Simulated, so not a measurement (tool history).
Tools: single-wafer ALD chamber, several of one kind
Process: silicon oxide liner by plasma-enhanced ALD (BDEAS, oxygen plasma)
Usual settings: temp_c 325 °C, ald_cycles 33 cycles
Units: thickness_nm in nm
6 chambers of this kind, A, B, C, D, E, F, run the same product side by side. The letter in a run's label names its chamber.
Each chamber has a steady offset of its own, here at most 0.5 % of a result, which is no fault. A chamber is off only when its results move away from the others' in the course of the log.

run,day,temp_c,ald_cycles,hours since the last thermocouple change,"read-back reference wafer on the same gauge, thickness_nm",thickness_nm
1E,0.462,325,33,1134.5,2.7193,2.9816
2B,0.808,325,33,988.5,2.7213,2.9623
3F,1.038,325,33,727.4,2.7223,2.9641
4C,1.300,325,33,1158.0,2.7218,2.9688
5D,1.654,325,33,1792.1,2.7217,2.9791
6A,2.000,325,33,566.3,2.7223,2.9459
# day 2.046: chamber E: thermocouple changed; heater temperature recalibrated
7C,2.346,325,33,1183.1,2.7212,2.9378
8B,2.825,325,33,1036.9,2.7186,2.9944
9A,3.125,325,33,593.3,2.7198,2.9679
10F,3.442,325,33,785.1,2.7203,2.9516
11E,3.746,325,33,40.8,2.7213,2.9593
12D,4.138,318,33,1851.7,2.7208,3.0283
13D,4.354,318,33,1856.9,2.7204,3.0347
# day 4.542: chamber B: thermocouple changed; heater temperature recalibrated
14B,4.754,318,33,5.1,2.7210,3.0136
15A,5.012,318,33,638.6,2.7193,3.0075
16F,5.371,318,33,831.4,2.7182,2.9945
17E,5.592,318,33,85.1,2.7182,3.0067
18C,5.800,325,33,1266.0,2.7210,2.9599
# day 6.054: chamber D: thermocouple changed; heater temperature recalibrated
19A,6.067,325,33,663.9,2.7159,2.9652
20F,6.350,339,38,854.9,2.7193,3.3213
21D,6.700,339,38,15.5,2.7200,3.3542
22E,6.942,339,38,117.5,2.7167,3.3788
23C,7.250,339,38,1300.8,2.7214,3.3736
24B,7.571,339,38,72.7,2.7211,3.3712
25A,7.783,339,38,705.1,2.7221,3.3238
26F,8.246,325,33,900.4,2.7184,2.9508
27E,8.629,336,33,158.0,2.7189,2.9134
28B,8.879,336,33,104.1,2.7204,2.9216
29D,9.312,336,33,78.2,2.7199,2.9249
30C,9.721,336,33,1360.1,2.7162,2.9388
31C,10.100,336,33,1369.2,2.7228,2.9581
32A,10.529,336,33,771.0,2.7225,2.9141
33E,10.954,325,33,213.8,2.7208,2.9624
34B,11.200,325,33,159.8,2.7207,2.9578
35D,11.496,325,33,130.6,2.7189,2.9746
36F,11.733,325,33,984.1,2.7182,2.9495
37F,12.012,325,33,990.8,2.7212,2.9463

Next, every chamber runs the same settings. What will each give?
38A,12.354,325,33,,,?
38B,12.354,325,33,,,?
38C,12.354,325,33,,,?
38D,12.354,325,33,,,?
38E,12.354,325,33,,,?
38F,12.354,325,33,,,?

run,thickness_nm
38A,2.9707
38B,2.9557
38C,2.9699
38D,2.9748
38E,2.9862
38F,2.9428

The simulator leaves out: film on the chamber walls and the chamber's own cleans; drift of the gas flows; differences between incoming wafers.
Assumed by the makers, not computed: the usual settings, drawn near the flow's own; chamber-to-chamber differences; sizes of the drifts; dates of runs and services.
